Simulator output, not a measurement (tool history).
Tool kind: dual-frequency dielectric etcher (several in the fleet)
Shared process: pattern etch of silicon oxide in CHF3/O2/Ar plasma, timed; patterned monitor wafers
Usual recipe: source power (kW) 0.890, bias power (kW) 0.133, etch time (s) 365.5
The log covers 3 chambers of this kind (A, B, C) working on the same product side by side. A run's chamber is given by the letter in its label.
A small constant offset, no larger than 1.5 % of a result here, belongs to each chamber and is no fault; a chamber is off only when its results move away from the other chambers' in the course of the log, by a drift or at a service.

| run | hour | source power (kW) | bias power (kW) | etch time (s) | hours since the last wet clean | hours since the last source power generator calibration | hours since the last bias power generator calibration | read-back reference wafer on the same gauge, depth_nm | mean etch depth across the wafer (nm) |
|---|---|---|---|---|---|---|---|---|---|
| 1B | 3.2 | 0.890 | 0.133 | 365.5 | 256.7 | 298.5 | 2674.2 | 753.97 | 769.59 |
| 2C | 7.7 | 0.890 | 0.133 | 365.5 | 95.8 | 713.6 | 525.8 | 753.85 | 760.72 |
| 3A | 11.4 | 0.890 | 0.133 | 365.5 | 154.0 | 1284.7 | 717.7 | 753.80 | 752.28 |
| 4C | 15.4 | 0.890 | 0.133 | 365.5 | 103.5 | 721.3 | 533.5 | 753.67 | 760.42 |
| 5A | 20.1 | 0.890 | 0.133 | 365.5 | 162.7 | 1293.4 | 726.4 | 753.84 | 752.87 |
| 6B | 24.4 | 0.890 | 0.133 | 365.5 | 277.9 | 319.7 | 2695.4 | 753.53 | 768.92 |
| 7C | 26.6 | 0.820 | 0.109 | 365.5 | 114.7 | 732.5 | 544.7 | 753.61 | 693.86 |
| 8B | 30.1 | 0.820 | 0.109 | 365.5 | 283.6 | 325.4 | 2701.1 | 753.23 | 701.97 |
| 9A | 32.9 | 0.820 | 0.109 | 365.5 | 175.5 | 1306.2 | 739.2 | 753.00 | 687.32 |
| 10C | 37.3 | 0.890 | 0.133 | 365.5 | 125.4 | 743.2 | 555.4 | 753.08 | 760.55 |
| 11B | 40.0 | 0.890 | 0.133 | 365.5 | 293.5 | 335.3 | 2711.0 | 753.06 | 768.45 |
| 12A | 44.2 | 0.890 | 0.133 | 365.5 | 186.8 | 1317.5 | 750.5 | 753.12 | 751.13 |
| 13B | 48.5 | 0.890 | 0.133 | 365.5 | 302.0 | 343.8 | 2719.5 | 752.99 | 766.66 |
| 14C | 51.6 | 0.890 | 0.133 | 365.5 | 139.7 | 757.5 | 569.7 | 752.75 | 759.14 |
| 15A | 54.9 | 0.890 | 0.133 | 365.5 | 197.5 | 1328.2 | 761.2 | 752.75 | 750.82 |
| 16B | 59.1 | 0.890 | 0.151 | 365.5 | 312.6 | 354.4 | 2730.1 | 752.48 | 800.30 |
| 17A | 62.3 | 0.890 | 0.151 | 365.5 | 204.9 | 1335.6 | 768.6 | 752.34 | 781.58 |
| 18C | 65.7 | 0.890 | 0.151 | 365.5 | 153.8 | 771.6 | 583.8 | 752.33 | 787.59 |
| 19B | 68.6 | 0.890 | 0.133 | 365.5 | 322.1 | 363.9 | 2739.6 | 752.43 | 767.53 |
| 20C | 72.5 | 0.890 | 0.110 | 453.5 | 160.6 | 778.4 | 590.6 | 752.31 | 892.54 |
| 21A | 76.9 | 0.890 | 0.110 | 453.5 | 219.5 | 1350.2 | 783.2 | 752.15 | 882.95 |
| 22C | 81.3 | 0.890 | 0.110 | 453.5 | 169.4 | 787.2 | 599.4 | 751.91 | 891.65 |
| 23A | 86.1 | 0.890 | 0.151 | 365.5 | 228.7 | 1359.4 | 792.4 | 752.08 | 781.32 |
| 24B | 88.5 | 0.890 | 0.151 | 365.5 | 342.0 | 383.8 | 2759.5 | 751.88 | 799.32 |
| 25C | 93.1 | 0.890 | 0.151 | 365.5 | 181.2 | 799.0 | 611.2 | 752.11 | 787.52 |
| 26B | 96.7 | 0.890 | 0.133 | 365.5 | 350.2 | 392.0 | 2767.7 | 751.97 | 766.10 |
| 27A | 101.2 | 0.890 | 0.133 | 365.5 | 243.8 | 1374.5 | 807.5 | 751.40 | 750.13 |
| 28A | 103.9 | 0.890 | 0.133 | 365.5 | 246.5 | 1377.2 | 810.2 | 751.57 | 748.59 |
| 29B | 107.2 | 0.890 | 0.133 | 365.5 | 360.7 | 402.5 | 2778.2 | 751.52 | 767.71 |
| 30C | 111.0 | 0.890 | 0.133 | 365.5 | 199.1 | 816.9 | 629.1 | 751.28 | 759.19 |
| 31B | 113.3 | 0.890 | 0.133 | 365.5 | 366.8 | 408.6 | 2784.3 | 751.54 | 766.26 |
| 32A | 118.0 | 0.890 | 0.133 | 365.5 | 260.6 | 1391.3 | 824.3 | 751.09 | 750.88 |
| 33C | 121.9 | 0.890 | 0.133 | 365.5 | 210.0 | 827.8 | 640.0 | 751.38 | 759.83 |
| 34C | 125.9 | 0.890 | 0.133 | 365.5 | 214.0 | 831.8 | 644.0 | 750.97 | 757.98 |
| 35A | 129.6 | 0.890 | 0.133 | 365.5 | 272.2 | 1402.9 | 835.9 | 750.91 | 752.05 |
| 36B | 132.7 | 0.890 | 0.133 | 365.5 | 386.2 | 428.0 | 2803.7 | 750.99 | 765.79 |
| 37A | 136.2 | 1.010 | 0.147 | 365.5 | 278.8 | 1409.5 | 842.5 | 750.82 | 813.90 |
| 38B | 141.0 | 1.010 | 0.147 | 365.5 | 394.5 | 436.3 | 2812.0 | 750.82 | 828.92 |
|  | 141.3 | chamber B: wet clean of the chamber |
| 39C | 144.0 | 1.010 | 0.147 | 365.5 | 232.1 | 849.9 | 662.1 | 750.79 | 820.62 |
| 40C | 147.2 | 0.890 | 0.133 | 365.5 | 235.3 | 853.1 | 665.3 | 750.31 | 756.94 |
| 41B | 150.4 | 0.890 | 0.133 | 365.5 | 9.1 | 445.7 | 2821.4 | 750.90 | 766.01 |
| 42A | 154.2 | 0.890 | 0.133 | 365.5 | 296.8 | 1427.5 | 860.5 | 750.30 | 749.12 |
| 43A | 156.6 | 0.890 | 0.133 | 365.5 | 299.2 | 1429.9 | 862.9 | 750.48 | 749.81 |
| 44C | 161.4 | 0.890 | 0.133 | 365.5 | 249.5 | 867.3 | 679.5 | 750.36 | 755.94 |

Is one chamber out of step, is the gauge drifting, or do the chambers differ by no more than their own small offsets? For an off chamber, give its letter and the likeliest cause.

Gauge drift. The chambers move together only on paper, and none stands off.
Likeliest cause: gauge reads low (%) = 0.505.

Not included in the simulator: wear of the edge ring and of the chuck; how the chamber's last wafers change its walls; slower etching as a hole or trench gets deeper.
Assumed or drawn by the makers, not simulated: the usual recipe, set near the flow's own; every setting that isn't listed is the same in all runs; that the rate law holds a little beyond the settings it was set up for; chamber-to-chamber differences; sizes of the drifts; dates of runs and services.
